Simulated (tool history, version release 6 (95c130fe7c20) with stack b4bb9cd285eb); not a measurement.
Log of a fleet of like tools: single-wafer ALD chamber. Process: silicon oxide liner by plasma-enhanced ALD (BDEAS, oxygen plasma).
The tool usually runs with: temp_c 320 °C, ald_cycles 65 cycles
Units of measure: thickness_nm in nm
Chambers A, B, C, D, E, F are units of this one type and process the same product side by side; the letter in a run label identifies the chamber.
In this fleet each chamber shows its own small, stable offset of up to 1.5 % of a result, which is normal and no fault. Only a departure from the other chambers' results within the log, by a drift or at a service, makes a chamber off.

run	hour	temp_c	ald_cycles	hours since the last thermocouple change	read-back reference wafer on the same gauge, thickness_nm	thickness_nm
1B	9	320	65	1664.9	5.9809	5.9417
2D	23.3	320	65	426.9	5.9785	5.8402
3A	34.8	320	65	202.5	5.9793	5.9304
4F	49.5	320	65	1429.9	5.9765	5.9167
5E	59	320	65	2006.4	5.981	5.7939
6C	66.9	320	65	239.8	5.9788	5.8716
7B	79.5	320	65	1735.4	5.9791	5.9366
8A	93.8	312	65	261.5	5.9771	5.9766
9E	102.9	312	65	2050.3	5.9837	5.8716
10F	115.5	312	65	1495.9	5.9799	5.9837
11C	126.8	312	65	299.7	5.9805	5.9183
12D	135.6	312	65	539.2	5.9801	5.9016
13B	146.6	312	65	1802.5	5.9799	6.005
14F	153.6	320	65	1534	5.9775	5.9262
15E	167.6	320	65	2115	5.9821	5.8189
16A	179.3	320	65	347	5.9785	5.9101
17C	188.2	320	65	361.1	5.982	5.8739
# hour 190.7: chamber E: thermocouple changed; heater temperature recalibrated
18D	200.2	320	65	603.8	5.9745	5.8376
19D	213.3	320	65	616.9	5.9794	5.8423
20C	220.8	320	65	393.7	5.9775	5.8836
21F	228.1	320	65	1608.5	5.9783	5.9578
22B	240.3	320	65	1896.2	5.9801	5.9279
23E	252.4	320	65	61.7	5.9787	5.8201
24A	259.6	320	65	427.3	5.9811	5.925
25A	271.2	320	65	438.9	5.9846	5.9165
26C	278.2	320	65	451.1	5.9792	5.8566
27E	290.6	320	65	99.9	5.9806	5.8179
28D	303.1	320	65	706.7	5.9823	5.8582
29F	311.2	320	65	1691.6	5.9795	5.9146
30B	319.8	320	65	1975.7	5.9794	5.9203
31B	327.3	320	65	1983.2	5.9788	5.9446
32F	335.3	320	65	1715.7	5.9828	5.9384
33C	346.3	320	65	519.2	5.9797	5.8787
34A	358.9	320	65	526.6	5.9793	5.9305
35E	369.8	320	65	179.1	5.9816	5.7939
36D	381.5	320	65	785.1	5.975	5.85
37E	388.9	320	65	198.2	5.9789	5.8234
38C	404.1	308	73	577	5.9827	6.7111
39B	417.6	308	73	2073.5	5.9804	6.7927
40A	425.7	308	73	593.4	5.9777	6.7636
41D	437.3	308	73	840.9	5.9842	6.6599
42F	444.9	308	73	1825.3	5.9821	6.8044

Is one chamber out of step, is the gauge drifting, or do the chambers differ by no more than their own small offsets? For an off chamber, give its letter and the likeliest cause.

Beyond each chamber's small constant offset nothing stands out, and the gauge stays steady.
